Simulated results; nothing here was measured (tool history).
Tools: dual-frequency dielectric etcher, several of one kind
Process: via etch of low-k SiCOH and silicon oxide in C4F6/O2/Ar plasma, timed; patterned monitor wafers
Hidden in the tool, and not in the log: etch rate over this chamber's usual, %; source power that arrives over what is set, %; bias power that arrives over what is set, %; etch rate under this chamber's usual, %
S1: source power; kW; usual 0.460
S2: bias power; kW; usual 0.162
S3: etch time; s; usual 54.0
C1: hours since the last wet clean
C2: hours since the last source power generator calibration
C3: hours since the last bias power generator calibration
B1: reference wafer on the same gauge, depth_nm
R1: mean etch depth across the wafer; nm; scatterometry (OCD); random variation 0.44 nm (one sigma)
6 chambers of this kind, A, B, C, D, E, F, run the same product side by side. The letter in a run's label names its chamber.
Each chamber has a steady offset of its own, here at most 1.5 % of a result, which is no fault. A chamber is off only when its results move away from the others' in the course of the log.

Run 1D, hour 6.4: usual settings; C1 339.9; C2 3175.5; C3 1161.5; B1 118.98. Result: R1 131.58 nm.
Run 2A, hour 11.8: usual settings; C1 291.8; C2 2113.3; C3 2857.9; B1 118.99. Result: R1 130.51 nm.
Run 3C, hour 22.4: usual settings; C1 371.3; C2 836.4; C3 862.2; B1 118.91. Result: R1 128.78 nm.
Run 4F, hour 29.5: usual settings; C1 64.7; C2 2421.5; C3 336.9; B1 118.89. Result: R1 133.39 nm.
Run 5B, hour 36.0: usual settings; C1 101.8; C2 1484.0; C3 963.2; B1 119.01. Result: R1 131.65 nm.
Run 6E, hour 45.7: usual settings; C1 405.9; C2 2164.1; C3 1261.0; B1 119.03. Result: R1 130.24 nm.
Run 7E, hour 53.2: usual settings; C1 413.4; C2 2171.6; C3 1268.5; B1 119.02. Result: R1 129.43 nm.
Run 8C, hour 58.5: usual settings but S2 0.195 kW; C1 407.4; C2 872.5; C3 898.3; B1 118.95. Result: R1 136.98 nm.
Run 9D, hour 65.5: usual settings but S2 0.195 kW; C1 399.0; C2 3234.6; C3 1220.6; B1 119.04. Result: R1 139.38 nm.
Run 10B, hour 75.7: usual settings but S2 0.195 kW; C1 141.5; C2 1523.7; C3 1002.9; B1 118.99. Result: R1 139.91 nm.
Run 11A, hour 81.3: usual settings but S2 0.195 kW; C1 361.3; C2 2182.8; C3 2927.4; B1 118.95. Result: R1 139.01 nm.
Run 12F, hour 86.2: usual settings but S2 0.195 kW; C1 121.4; C2 2478.2; C3 393.6; B1 119.03. Result: R1 140.03 nm.
Run 13E, hour 94.5: usual settings but S2 0.195 kW; C1 454.7; C2 2212.9; C3 1309.8; B1 119.00. Result: R1 138.98 nm.
Run 14D, hour 100.0: usual settings; C1 433.5; C2 3269.1; C3 1255.1; B1 119.06. Result: R1 132.64 nm.
Run 15F, hour 107.0: usual settings but S1 0.560 kW; C1 142.2; C2 2499.0; C3 414.4; B1 119.15. Result: R1 143.66 nm.
Run 16C, hour 112.4: usual settings but S1 0.560 kW; C1 461.3; C2 926.4; C3 952.2; B1 118.85. Result: R1 139.17 nm.
Run 17A, hour 118.9: usual settings but S1 0.560 kW; C1 398.9; C2 2220.4; C3 2965.0; B1 119.14. Result: R1 140.87 nm.
Run 18B, hour 124.0: usual settings but S1 0.560 kW; C1 189.8; C2 1572.0; C3 1051.2; B1 119.08. Result: R1 142.16 nm.
Run 19F, hour 130.7: usual settings but S1 0.560 kW; C1 165.9; C2 2522.7; C3 438.1; B1 119.04. Result: R1 142.70 nm.
At hour 133.2: chamber C: wet clean of the chamber.
Run 20D, hour 138.2: usual settings but S1 0.560 kW; C1 471.7; C2 3307.3; C3 1293.3; B1 119.01. Result: R1 142.55 nm.
Run 21B, hour 148.0: usual settings but S3 42.0 s; C1 213.8; C2 1596.0; C3 1075.2; B1 118.96. Result: R1 102.62 nm.
At hour 150.7: chamber D: wet clean of the chamber.
Run 22C, hour 153.4: usual settings but S3 42.0 s; C1 20.3; C2 967.4; C3 993.2; B1 119.05. Result: R1 100.47 nm.
Run 23E, hour 161.0: usual settings but S3 42.0 s; C1 521.2; C2 2279.4; C3 1376.3; B1 119.08. Result: R1 101.90 nm.
Run 24A, hour 166.2: usual settings but S3 42.0 s; C1 446.2; C2 2267.7; C3 3012.3; B1 119.01. Result: R1 101.42 nm.
Run 25F, hour 175.8: usual settings but S3 42.0 s; C1 211.0; C2 2567.8; C3 483.2; B1 118.91. Result: R1 102.48 nm.
Run 26D, hour 180.9: usual settings but S3 42.0 s; C1 30.2; C2 3350.0; C3 1336.0; B1 119.03. Result: R1 104.39 nm.
Run 27E, hour 186.2: usual settings; C1 546.4; C2 2304.6; C3 1401.5; B1 118.99. Result: R1 131.06 nm.
Run 28C, hour 191.9: usual settings but S3 60.0 s; C1 58.8; C2 1005.9; C3 1031.7; B1 118.95. Result: R1 143.50 nm.
At hour 192.9: chamber A: wet clean of the chamber.
Run 29A, hour 200.7: usual settings but S3 60.0 s; C1 7.8; C2 2302.2; C3 3046.8; B1 119.03. Result: R1 145.34 nm.
Run 30B, hour 207.0: usual settings but S3 60.0 s; C1 272.8; C2 1655.0; C3 1134.2; B1 119.00. Result: R1 146.57 nm.
Run 31F, hour 216.5: usual settings but S3 60.0 s; C1 251.7; C2 2608.5; C3 523.9; B1 118.98. Result: R1 147.50 nm.
Run 32B, hour 226.4: usual settings but S3 60.0 s; C1 292.2; C2 1674.4; C3 1153.6; B1 119.06. Result: R1 146.88 nm.
Run 33C, hour 233.8: usual settings but S3 60.0 s; C1 100.7; C2 1047.8; C3 1073.6; B1 118.87. Result: R1 143.90 nm.
Run 34D, hour 244.0: usual settings but S2 0.177 kW, S3 44.0 s; C1 93.3; C2 3413.1; C3 1399.1; B1 118.97. Result: R1 112.87 nm.
Run 35A, hour 252.7: usual settings but S2 0.177 kW, S3 44.0 s; C1 59.8; C2 2354.2; C3 3098.8; B1 119.06. Result: R1 109.74 nm.
Run 36E, hour 257.5: usual settings but S2 0.177 kW, S3 44.0 s; C1 617.7; C2 2375.9; C3 1472.8; B1 118.94. Result: R1 109.38 nm.
Run 37E, hour 262.7: usual settings but S2 0.177 kW, S3 44.0 s; C1 622.9; C2 2381.1; C3 1478.0; B1 119.10. Result: R1 109.41 nm.
Run 38B, hour 268.1: usual settings but S2 0.177 kW, S3 44.0 s; C1 333.9; C2 1716.1; C3 1195.3; B1 119.05. Result: R1 110.45 nm.

All 6 chambers run these settings next. Forecast each chamber's results:
Run 39A, hour 275.7: usual settings but S3 59.5 s. Result: R1 ?.
Run 39B, hour 275.7: usual settings but S3 59.5 s. Result: R1 ?.
Run 39C, hour 275.7: usual settings but S3 59.5 s. Result: R1 ?.
Run 39D, hour 275.7: usual settings but S3 59.5 s. Result: R1 ?.
Run 39E, hour 275.7: usual settings but S3 59.5 s. Result: R1 ?.
Run 39F, hour 275.7: usual settings but S3 59.5 s. Result: R1 ?.

run      R1
39A  143.98
39B  145.77
39C  142.49
39D  148.52
39E  144.20
39F  146.02

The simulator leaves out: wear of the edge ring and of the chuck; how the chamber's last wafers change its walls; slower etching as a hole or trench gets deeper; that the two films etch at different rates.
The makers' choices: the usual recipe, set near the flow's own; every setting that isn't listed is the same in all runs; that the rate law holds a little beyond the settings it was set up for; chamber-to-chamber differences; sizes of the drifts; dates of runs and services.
